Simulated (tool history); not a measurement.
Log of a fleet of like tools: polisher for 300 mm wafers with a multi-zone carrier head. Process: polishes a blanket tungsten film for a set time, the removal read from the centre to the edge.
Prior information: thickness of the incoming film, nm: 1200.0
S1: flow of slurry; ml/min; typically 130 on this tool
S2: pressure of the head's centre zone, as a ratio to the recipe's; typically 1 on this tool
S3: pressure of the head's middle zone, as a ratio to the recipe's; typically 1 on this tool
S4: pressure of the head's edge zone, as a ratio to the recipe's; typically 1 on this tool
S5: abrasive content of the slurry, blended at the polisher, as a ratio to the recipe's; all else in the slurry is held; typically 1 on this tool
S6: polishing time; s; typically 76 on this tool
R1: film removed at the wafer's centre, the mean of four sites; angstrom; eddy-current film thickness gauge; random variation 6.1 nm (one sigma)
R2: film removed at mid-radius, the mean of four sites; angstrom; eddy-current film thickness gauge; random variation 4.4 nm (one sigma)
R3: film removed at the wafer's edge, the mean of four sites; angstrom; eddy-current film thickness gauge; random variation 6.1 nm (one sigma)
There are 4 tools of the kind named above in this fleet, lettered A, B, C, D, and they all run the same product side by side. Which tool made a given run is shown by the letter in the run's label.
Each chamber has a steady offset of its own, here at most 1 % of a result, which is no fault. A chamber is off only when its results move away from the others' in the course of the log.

run 1B day=0.446 | S1=130 S2=1 S3=1 S4=1 S5=1 S6=76 | R1=4601.5 R2=4516 R3=4599.5
-- day=0.825 chamber D: worn pad replaced by a new one
run 2A day=1.017 | S1=130 S2=1 S3=1 S4=1 S5=1 S6=76 | R1=4484.2 R2=4555.6 R3=4632.2
run 3C day=1.442 | S1=130 S2=1 S3=1 S4=1 S5=1 S6=76 | R1=4447.2 R2=4504.3 R3=4541.8
run 4D day=1.75 | S1=130 S2=1 S3=1 S4=1 S5=1 S6=76 | R1=4500.2 R2=4514.5 R3=4411
run 5D day=2.221 | S1=130 S2=1 S3=1 S4=1 S5=1 S6=76 | R1=4446.1 R2=4495.9 R3=4471.4
-- day=2.521 chamber A: centre zone pressure recalibrated
run 6C day=2.65 | S1=130 S2=1 S3=1 S4=1 S5=1 S6=76 | R1=4561.9 R2=4533.5 R3=4586.9
run 7B day=2.983 | S1=130 S2=1 S3=1 S4=1 S5=1 S6=76 | R1=4562.5 R2=4536.4 R3=4511.5
-- day=3 chamber A: worn pad replaced by a new one
run 8A day=3.325 | S1=130 S2=1 S3=1 S4=1 S5=1 S6=76 | R1=4580.5 R2=4502 R3=4438
-- day=3.475 chamber B: centre zone pressure recalibrated
-- day=3.792 chamber C: worn pad replaced by a new one
run 9C day=3.938 | S1=130 S2=1 S3=1 S4=1 S5=1 S6=76 | R1=4592.2 R2=4450.4 R3=4543.8
-- day=4.171 chamber D: edge zone pressure recalibrated
run 10B day=4.321 | S1=130 S2=1 S3=1 S4=1 S5=1 S6=76 | R1=4557.4 R2=4495.7 R3=4688.7
-- day=4.358 chamber C: slurry nozzle cleaned
-- day=4.733 chamber B: slurry nozzle cleaned
run 11D day=4.9 | S1=130 S2=1 S3=1 S4=1 S5=1 S6=76 | R1=4512.4 R2=4574.5 R3=4572.8
run 12A day=5.279 | S1=130 S2=1 S3=1 S4=1 S5=1 S6=76 | R1=4690.7 R2=4529.4 R3=4627.8
-- day=5.442 chamber D: worn pad replaced by a new one
run 13D day=5.846 | S1=130 S2=1 S3=1 S4=1 S5=1 S6=76 | R1=4489.2 R2=4447.9 R3=4530.3
run 14A day=6.25 | S1=130 S2=1 S3=1 S4=1 S5=1 S6=76 | R1=4632.1 R2=4450.3 R3=4549.4
-- day=6.467 chamber A: worn pad replaced by a new one
-- day=6.7 chamber D: slurry nozzle cleaned
run 15C day=6.783 | S1=130 S2=1 S3=1 S4=1 S5=1 S6=76 | R1=4560.5 R2=4527.5 R3=4704.8
-- day=6.858 chamber A: edge zone pressure recalibrated
run 16B day=7.229 | S1=130 S2=1 S3=1 S4=1 S5=1 S6=76 | R1=4572.9 R2=4578.4 R3=4644.5
run 17D day=7.604 | S1=130 S2=1 S3=0.96 S4=1 S5=1 S6=59 | R1=3502.1 R2=3382.5 R3=3385.2
run 18B day=8.1 | S1=130 S2=1 S3=0.96 S4=1 S5=1 S6=59 | R1=3442 R2=3421.6 R3=3484.6
-- day=8.488 chamber C: worn pad replaced by a new one
run 19A day=8.579 | S1=130 S2=1 S3=0.96 S4=1 S5=1 S6=59 | R1=3524.5 R2=3430 R3=3549.5
run 20C day=8.925 | S1=130 S2=1 S3=0.96 S4=1 S5=1 S6=59 | R1=3553.6 R2=3419.2 R3=3472.5
-- day=9.004 chamber A: slurry nozzle cleaned
run 21A day=9.392 | S1=130 S2=1 S3=1 S4=1 S5=1 S6=76 | R1=4540.9 R2=4516.6 R3=4635.6
-- day=9.675 chamber D: worn pad replaced by a new one
run 22C day=9.912 | S1=130 S2=1 S3=1 S4=1 S5=1 S6=76 | R1=4559.1 R2=4586.1 R3=4642
run 23D day=10.233 | S1=130 S2=1 S3=1 S4=1 S5=1 S6=76 | R1=4481.7 R2=4591.7 R3=4359.5
-- day=10.358 chamber A: worn pad replaced by a new one
run 24B day=10.579 | S1=130 S2=1 S3=1 S4=1 S5=1 S6=76 | R1=4410.4 R2=4435.5 R3=4290.2
run 25A day=10.875 | S1=130 S2=1 S3=1 S4=1 S5=1 S6=76 | R1=4574.6 R2=4525.1 R3=4613.2
run 26D day=11.446 | S1=130 S2=1 S3=1 S4=1 S5=1 S6=76 | R1=4580.7 R2=4656.9 R3=4529
run 27C day=11.988 | S1=130 S2=1 S3=1 S4=1 S5=1 S6=76 | R1=4511.1 R2=4522.7 R3=4494.8
-- day=12.083 chamber C: centre zone pressure recalibrated
-- day=12.492 chamber C: worn pad replaced by a new one
run 28B day=12.542 | S1=130 S2=1 S3=1 S4=1 S5=1 S6=76 | R1=4482.4 R2=4368.2 R3=4276.1
run 29B day=12.896 | S1=130 S2=1 S3=1 S4=1 S5=1 S6=76 | R1=4371.2 R2=4324 R3=4278.9
run 30C day=13.212 | S1=130 S2=1 S3=1 S4=1 S5=1 S6=76 | R1=4551.4 R2=4527.2 R3=4499.5
run 31D day=13.538 | S1=130 S2=1.04 S3=1 S4=1 S5=1 S6=76 | R1=4775.1 R2=4526.7 R3=4539.6
run 32A day=13.925 | S1=130 S2=1.04 S3=1 S4=1 S5=1 S6=76 | R1=4798 R2=4506.3 R3=4602.9
run 33A day=14.421 | S1=130 S2=1.04 S3=1 S4=1 S5=1 S6=76 | R1=4781.9 R2=4448.6 R3=4610.1
-- day=14.438 chamber A: worn pad replaced by a new one
-- day=14.729 chamber D: worn pad replaced by a new one
-- day=14.783 chamber C: slurry nozzle cleaned
run 34B day=14.967 | S1=130 S2=1.04 S3=1 S4=1 S5=1 S6=76 | R1=4466.4 R2=4214.4 R3=4113.4
run 35C day=15.533 | S1=130 S2=1 S3=1 S4=1 S5=1 S6=76 | R1=4532 R2=4542.8 R3=4591.2
run 36D day=16.062 | S1=130 S2=1 S3=1 S4=1 S5=1 S6=76 | R1=4403.5 R2=4543.6 R3=4419.5
run 37B day=16.596 | S1=130 S2=1 S3=1 S4=1 S5=1 S6=76 | R1=4174.6 R2=4168.9 R3=4204.8
run 38D day=16.992 | S1=130 S2=1 S3=1 S4=1 S5=1 S6=76 | R1=4575.5 R2=4514.5 R3=4486.8
-- day=17 chamber C: worn pad replaced by a new one
-- day=17.504 chamber A: worn pad replaced by a new one
run 39C day=17.521 | S1=130 S2=1 S3=1 S4=1 S5=1 S6=76 | R1=4598.3 R2=4513.1 R3=4612.4
-- day=17.612 chamber A: centre zone pressure recalibrated
run 40A day=18.05 | S1=130 S2=1 S3=1 S4=1 S5=1 S6=76 | R1=4573.3 R2=4517.2 R3=4449.7

Has any chamber moved away from the others, gradually or after a service, or does the common gauge drift, or do the chambers differ only by their own small steady offsets? State the chamber and the most likely cause if one applies.

It is chamber B that slowly wanders off from its peers.
Likeliest cause: removal rate lost through wear of the pad, % = 10.1.
With only this log, it may be confused with: slurry flow missing at the pad, %.

Chamber B could run next with any of the 4 candidate recipes listed below; each alters the usual settings, and their results appear as question marks. Which one brings its results back in line with what the other chambers deliver on the usual settings?
To be in line, a result may differ from the other chambers' mean on the usual settings by at most: R1 210 angstrom; R2 150 angstrom; R3 210 angstrom
run 41B-1 day=18.492 | S1=135 S2=0.99 S3=0.99 S4=1.02 S5=1.05 S6=91 | R1=? R2=? R3=?
run 41B-2 day=18.492 | S1=130 S2=1.01 S3=1 S4=0.99 S5=0.95 S6=63 | R1=? R2=? R3=?
run 41B-3 day=18.492 | S1=130 S2=1 S3=1 S4=1.01 S5=1 S6=84 | R1=? R2=? R3=?
run 41B-4 day=18.492 | S1=130 S2=1 S3=1 S4=0.99 S5=1 S6=68 | R1=? R2=? R3=?

Usual-settings mean across the other chambers: R1 4546.8 angstrom; R2 4526.8 angstrom; R3 4529.5 angstrom
run=41B-1 R1=4936.6 R2=4949.6 R3=5013.1
run=41B-2 R1=3377.1 R2=3346.4 R3=3314.4
run=41B-3 R1=4510.5 R2=4518.4 R3=4522
run=41B-4 R1=3651.4 R2=3657.9 R3=3622.7
41B-3 puts the chamber back in line with the other chambers.
